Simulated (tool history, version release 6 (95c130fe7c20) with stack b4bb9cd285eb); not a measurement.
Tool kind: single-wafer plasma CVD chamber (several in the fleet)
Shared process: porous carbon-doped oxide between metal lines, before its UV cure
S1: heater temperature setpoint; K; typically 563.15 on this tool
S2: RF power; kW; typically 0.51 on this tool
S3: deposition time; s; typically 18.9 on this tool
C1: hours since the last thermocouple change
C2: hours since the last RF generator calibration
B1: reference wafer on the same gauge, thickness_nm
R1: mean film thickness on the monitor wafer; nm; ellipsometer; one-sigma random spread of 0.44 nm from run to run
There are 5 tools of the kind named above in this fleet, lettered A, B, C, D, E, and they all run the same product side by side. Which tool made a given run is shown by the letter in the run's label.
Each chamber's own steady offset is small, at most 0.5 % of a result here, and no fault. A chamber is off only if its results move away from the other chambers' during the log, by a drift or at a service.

| run | hour | S1 | S2 | S3 | C1 | C2 | B1 | R1 |
|---|---|---|---|---|---|---|---|---|
| 1C | 3.9 | 563.15 | 0.51 | 18.9 | 1419.5 | 970.2 | 113.96 | 111.77 |
| 2D | 7.9 | 563.15 | 0.51 | 18.9 | 1199.7 | 1383 | 114.02 | 111.22 |
| 3B | 14.8 | 563.15 | 0.51 | 18.9 | 1049.9 | 818.3 | 113.98 | 111.24 |
| 4E | 19.7 | 563.15 | 0.51 | 18.9 | 426.4 | 45.4 | 113.92 | 111.82 |
| 5A | 26.4 | 563.15 | 0.51 | 18.9 | 1257.2 | 585.7 | 113.99 | 111.12 |
| 6A | 30.7 | 563.15 | 0.51 | 18.9 | 1261.5 | 590 | 114.07 | 112.14 |
| 7C | 35 | 563.15 | 0.51 | 18.9 | 1450.6 | 1001.3 | 113.96 | 112.12 |
| 8E | 40.1 | 563.15 | 0.51 | 18.9 | 446.8 | 65.8 | 114.02 | 111.81 |
| 9B | 45.3 | 563.15 | 0.51 | 18.9 | 1080.4 | 848.8 | 114.06 | 111.27 |
| 10D | 50.2 | 563.15 | 0.51 | 18.9 | 1242 | 1425.3 | 113.98 | 111.97 |
| 11D | 57.6 | 563.15 | 0.51 | 18.9 | 1249.4 | 1432.7 | 114.03 | 111.05 |
| 12E | 62.7 | 563.15 | 0.51 | 18.9 | 469.4 | 88.4 | 114.01 | 112.03 |
| 13A | 70.7 | 563.15 | 0.51 | 18.9 | 1301.5 | 630 | 113.91 | 110.66 |
| 14C | 77.8 | 563.15 | 0.57 | 18.9 | 1493.4 | 1044.1 | 114.05 | 120.92 |
| 15B | 82.1 | 563.15 | 0.57 | 18.9 | 1117.2 | 885.6 | 113.95 | 119.88 |
| 16B | 85.8 | 563.15 | 0.57 | 18.9 | 1120.9 | 889.3 | 113.99 | 120.43 |
|  | 93.3 | chamber C: thermocouple changed; heater temperature recalibrated |
| 17E | 93.9 | 563.15 | 0.57 | 18.9 | 500.6 | 119.6 | 113.94 | 120.21 |
| 18A | 102.4 | 563.15 | 0.57 | 18.9 | 1333.2 | 661.7 | 113.95 | 118.93 |
| 19D | 110.4 | 563.15 | 0.51 | 18.9 | 1302.2 | 1485.5 | 113.91 | 111.75 |
| 20C | 115.9 | 563.15 | 0.51 | 18.9 | 22.7 | 1082.2 | 113.97 | 112.03 |
| 21E | 121.6 | 563.15 | 0.51 | 18.9 | 528.3 | 147.3 | 113.9 | 112.05 |
| 22C | 128.1 | 563.15 | 0.51 | 18.9 | 34.9 | 1094.4 | 114.11 | 111.77 |
| 23A | 132 | 563.15 | 0.51 | 18.9 | 1362.8 | 691.3 | 114.01 | 111.28 |
| 24B | 139.7 | 576.15 | 0.51 | 18.9 | 1174.8 | 943.2 | 113.97 | 103.89 |
| 25D | 144.3 | 576.15 | 0.51 | 18.9 | 1336.1 | 1519.4 | 113.94 | 103.62 |
| 26A | 150.8 | 576.15 | 0.51 | 18.9 | 1381.6 | 710.1 | 113.99 | 103.67 |
| 27E | 157.2 | 576.15 | 0.51 | 18.9 | 563.9 | 182.9 | 114 | 103.2 |
| 28C | 163.7 | 576.15 | 0.51 | 18.9 | 70.5 | 1130 | 113.92 | 104.53 |
| 29D | 169.2 | 563.15 | 0.51 | 18.9 | 1361 | 1544.3 | 114.06 | 111.28 |
| 30B | 174.7 | 563.15 | 0.51 | 18.9 | 1209.8 | 978.2 | 113.98 | 111.86 |
| 31E | 180.1 | 563.15 | 0.51 | 18.9 | 586.8 | 205.8 | 114.02 | 111.47 |
| 32D | 184.7 | 563.15 | 0.51 | 18.9 | 1376.5 | 1559.8 | 113.98 | 112.21 |

For the next run the whole fleet of 5 chambers uses the same settings. Give each chamber's results:
| 33A | 190.7 | 563.15 | 0.51 | 18.9 |  |  |  | ? |
| 33B | 190.7 | 563.15 | 0.51 | 18.9 |  |  |  | ? |
| 33C | 190.7 | 563.15 | 0.51 | 18.9 |  |  |  | ? |
| 33D | 190.7 | 563.15 | 0.51 | 18.9 |  |  |  | ? |
| 33E | 190.7 | 563.15 | 0.51 | 18.9 |  |  |  | ? |

| run | R1 |
|---|---|
| 33A | 111.13 |
| 33B | 111.56 |
| 33C | 112.01 |
| 33D | 111.08 |
| 33E | 111.01 |
